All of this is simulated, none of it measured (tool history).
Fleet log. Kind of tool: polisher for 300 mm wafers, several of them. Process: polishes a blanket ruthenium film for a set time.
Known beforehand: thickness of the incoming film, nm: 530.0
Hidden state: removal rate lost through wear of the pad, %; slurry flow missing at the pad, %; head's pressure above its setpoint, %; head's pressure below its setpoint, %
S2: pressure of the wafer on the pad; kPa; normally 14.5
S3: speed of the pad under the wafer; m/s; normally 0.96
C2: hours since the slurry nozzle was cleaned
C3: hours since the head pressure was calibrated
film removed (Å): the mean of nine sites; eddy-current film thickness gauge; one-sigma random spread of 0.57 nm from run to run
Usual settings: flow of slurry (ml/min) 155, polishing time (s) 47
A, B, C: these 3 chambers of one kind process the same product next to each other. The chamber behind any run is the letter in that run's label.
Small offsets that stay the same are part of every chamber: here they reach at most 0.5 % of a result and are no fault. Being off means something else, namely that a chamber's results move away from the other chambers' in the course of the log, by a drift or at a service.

run 1A hour=5.6 | flow_of_slurry_(ml/min)=155 S2=14.5 S3=0.96 polishing_time_(s)=47 | wafers_polished_on_this_pad=1122 C2=85.5 C3=503.1 | film_removed_(Å)=563.62
run 2C hour=10.3 | flow_of_slurry_(ml/min)=155 S2=14.5 S3=0.96 polishing_time_(s)=47 | wafers_polished_on_this_pad=260 C2=458.7 C3=359.2 | film_removed_(Å)=559.90
-- hour=11.7 chamber A: worn pad replaced by a new one
run 3B hour=19.9 | flow_of_slurry_(ml/min)=155 S2=14.5 S3=0.96 polishing_time_(s)=47 | wafers_polished_on_this_pad=601 C2=75.6 C3=1203.7 | film_removed_(Å)=574.42
run 4A hour=29.4 | flow_of_slurry_(ml/min)=155 S2=14.5 S3=0.96 polishing_time_(s)=47 | wafers_polished_on_this_pad=163 C2=109.3 C3=526.9 | film_removed_(Å)=565.85
run 5C hour=34.2 | flow_of_slurry_(ml/min)=155 S2=14.5 S3=0.96 polishing_time_(s)=47 | wafers_polished_on_this_pad=479 C2=482.6 C3=383.1 | film_removed_(Å)=559.09
-- hour=36.6 chamber B: worn pad replaced by a new one
run 6B hour=41.8 | flow_of_slurry_(ml/min)=155 S2=14.5 S3=0.96 polishing_time_(s)=47 | wafers_polished_on_this_pad=48 C2=97.5 C3=1225.6 | film_removed_(Å)=573.59
run 7A hour=47.3 | flow_of_slurry_(ml/min)=155 S2=14.5 S3=0.96 polishing_time_(s)=47 | wafers_polished_on_this_pad=328 C2=127.2 C3=544.8 | film_removed_(Å)=560.52
run 8C hour=53.7 | flow_of_slurry_(ml/min)=155 S2=14.5 S3=0.96 polishing_time_(s)=47 | wafers_polished_on_this_pad=659 C2=502.1 C3=402.6 | film_removed_(Å)=565.02
run 9B hour=62.2 | flow_of_slurry_(ml/min)=155 S2=14.5 S3=0.96 polishing_time_(s)=47 | wafers_polished_on_this_pad=236 C2=117.9 C3=1246.0 | film_removed_(Å)=570.52
run 10C hour=67.4 | flow_of_slurry_(ml/min)=155 S2=14.5 S3=0.96 polishing_time_(s)=47 | wafers_polished_on_this_pad=785 C2=515.8 C3=416.3 | film_removed_(Å)=566.17
run 11B hour=77.4 | flow_of_slurry_(ml/min)=155 S2=14.5 S3=0.96 polishing_time_(s)=47 | wafers_polished_on_this_pad=376 C2=133.1 C3=1261.2 | film_removed_(Å)=574.05
run 12A hour=82.4 | flow_of_slurry_(ml/min)=155 S2=14.5 S3=0.96 polishing_time_(s)=47 | wafers_polished_on_this_pad=651 C2=162.3 C3=579.9 | film_removed_(Å)=570.06
-- hour=88.6 chamber C: worn pad replaced by a new one
-- hour=89.7 chamber B: head pressure recalibrated
run 13A hour=91.6 | flow_of_slurry_(ml/min)=155 S2=14.5 S3=0.96 polishing_time_(s)=47 | wafers_polished_on_this_pad=735 C2=171.5 C3=589.1 | film_removed_(Å)=575.50
run 14C hour=96.2 | flow_of_slurry_(ml/min)=155 S2=14.5 S3=0.96 polishing_time_(s)=47 | wafers_polished_on_this_pad=70 C2=544.6 C3=445.1 | film_removed_(Å)=566.44
run 15B hour=101.9 | flow_of_slurry_(ml/min)=155 S2=14.5 S3=0.96 polishing_time_(s)=47 | wafers_polished_on_this_pad=601 C2=157.6 C3=12.3 | film_removed_(Å)=544.93
run 16B hour=106.7 | flow_of_slurry_(ml/min)=155 S2=14.5 S3=0.96 polishing_time_(s)=47 | wafers_polished_on_this_pad=645 C2=162.4 C3=17.1 | film_removed_(Å)=532.49
run 17A hour=112.0 | flow_of_slurry_(ml/min)=140 S2=14.5 S3=0.74 polishing_time_(s)=47 | wafers_polished_on_this_pad=923 C2=191.9 C3=609.5 | film_removed_(Å)=425.03
-- hour=113.9 chamber A: slurry nozzle cleaned
run 18C hour=120.7 | flow_of_slurry_(ml/min)=140 S2=14.5 S3=0.74 polishing_time_(s)=47 | wafers_polished_on_this_pad=295 C2=569.1 C3=469.6 | film_removed_(Å)=429.29
-- hour=121.5 chamber B: worn pad replaced by a new one
run 19C hour=126.3 | flow_of_slurry_(ml/min)=140 S2=14.5 S3=0.74 polishing_time_(s)=47 | wafers_polished_on_this_pad=347 C2=574.7 C3=475.2 | film_removed_(Å)=433.02
run 20B hour=132.6 | flow_of_slurry_(ml/min)=155 S2=14.5 S3=0.96 polishing_time_(s)=47 | wafers_polished_on_this_pad=102 C2=188.3 C3=43.0 | film_removed_(Å)=525.91
run 21A hour=140.0 | flow_of_slurry_(ml/min)=155 S2=14.5 S3=0.96 polishing_time_(s)=47 | wafers_polished_on_this_pad=1181 C2=26.2 C3=637.5 | film_removed_(Å)=564.24
run 22A hour=145.9 | flow_of_slurry_(ml/min)=155 S2=14.5 S3=0.96 polishing_time_(s)=47 | wafers_polished_on_this_pad=1235 C2=32.1 C3=643.4 | film_removed_(Å)=571.19
-- hour=147.6 chamber A: worn pad replaced by a new one
-- hour=151.5 chamber A: head pressure recalibrated
run 23B hour=154.1 | flow_of_slurry_(ml/min)=155 S2=14.5 S3=0.96 polishing_time_(s)=47 | wafers_polished_on_this_pad=300 C2=209.8 C3=64.5 | film_removed_(Å)=541.47
run 24C hour=162.6 | flow_of_slurry_(ml/min)=155 S2=14.5 S3=0.78 polishing_time_(s)=38 | wafers_polished_on_this_pad=681 C2=611.0 C3=511.5 | film_removed_(Å)=366.06
run 25B hour=171.9 | flow_of_slurry_(ml/min)=155 S2=14.5 S3=0.78 polishing_time_(s)=38 | wafers_polished_on_this_pad=464 C2=227.6 C3=82.3 | film_removed_(Å)=355.89
run 26A hour=180.7 | flow_of_slurry_(ml/min)=155 S2=14.5 S3=0.78 polishing_time_(s)=38 | wafers_polished_on_this_pad=305 C2=66.9 C3=29.3 | film_removed_(Å)=372.73
run 27C hour=191.1 | flow_of_slurry_(ml/min)=155 S2=14.5 S3=0.96 polishing_time_(s)=47 | wafers_polished_on_this_pad=943 C2=639.5 C3=540.0 | film_removed_(Å)=563.16
run 28A hour=199.8 | flow_of_slurry_(ml/min)=200 S2=14.5 S3=0.96 polishing_time_(s)=37 | wafers_polished_on_this_pad=481 C2=86.0 C3=48.4 | film_removed_(Å)=457.18
-- hour=199.9 chamber C: worn pad replaced by a new one
-- hour=201.9 chamber B: worn pad replaced by a new one
run 29C hour=207.5 | flow_of_slurry_(ml/min)=200 S2=14.5 S3=0.96 polishing_time_(s)=37 | wafers_polished_on_this_pad=70 C2=655.9 C3=556.4 | film_removed_(Å)=463.68
run 30B hour=214.1 | flow_of_slurry_(ml/min)=200 S2=14.5 S3=0.96 polishing_time_(s)=37 | wafers_polished_on_this_pad=112 C2=269.8 C3=124.5 | film_removed_(Å)=444.91
run 31B hour=220.3 | flow_of_slurry_(ml/min)=155 S2=14.5 S3=0.96 polishing_time_(s)=47 | wafers_polished_on_this_pad=169 C2=276.0 C3=130.7 | film_removed_(Å)=529.37
run 32A hour=230.0 | flow_of_slurry_(ml/min)=155 S2=14.5 S3=1.20 polishing_time_(s)=47 | wafers_polished_on_this_pad=758 C2=116.2 C3=78.6 | film_removed_(Å)=700.24
run 33C hour=235.6 | flow_of_slurry_(ml/min)=155 S2=14.5 S3=1.20 polishing_time_(s)=47 | wafers_polished_on_this_pad=328 C2=684.0 C3=584.5 | film_removed_(Å)=707.07

For the next run the whole fleet of 3 chambers uses the same settings. Give each chamber's results:
run 34A hour=243.1 | flow_of_slurry_(ml/min)=155 S2=14.5 S3=0.96 polishing_time_(s)=47 | film_removed_(Å)=?
run 34B hour=243.1 | flow_of_slurry_(ml/min)=155 S2=14.5 S3=0.96 polishing_time_(s)=47 | film_removed_(Å)=?
run 34C hour=243.1 | flow_of_slurry_(ml/min)=155 S2=14.5 S3=0.96 polishing_time_(s)=47 | film_removed_(Å)=?

run=34A film_removed_(Å)=569.05
run=34B film_removed_(Å)=533.39
run=34C film_removed_(Å)=570.45
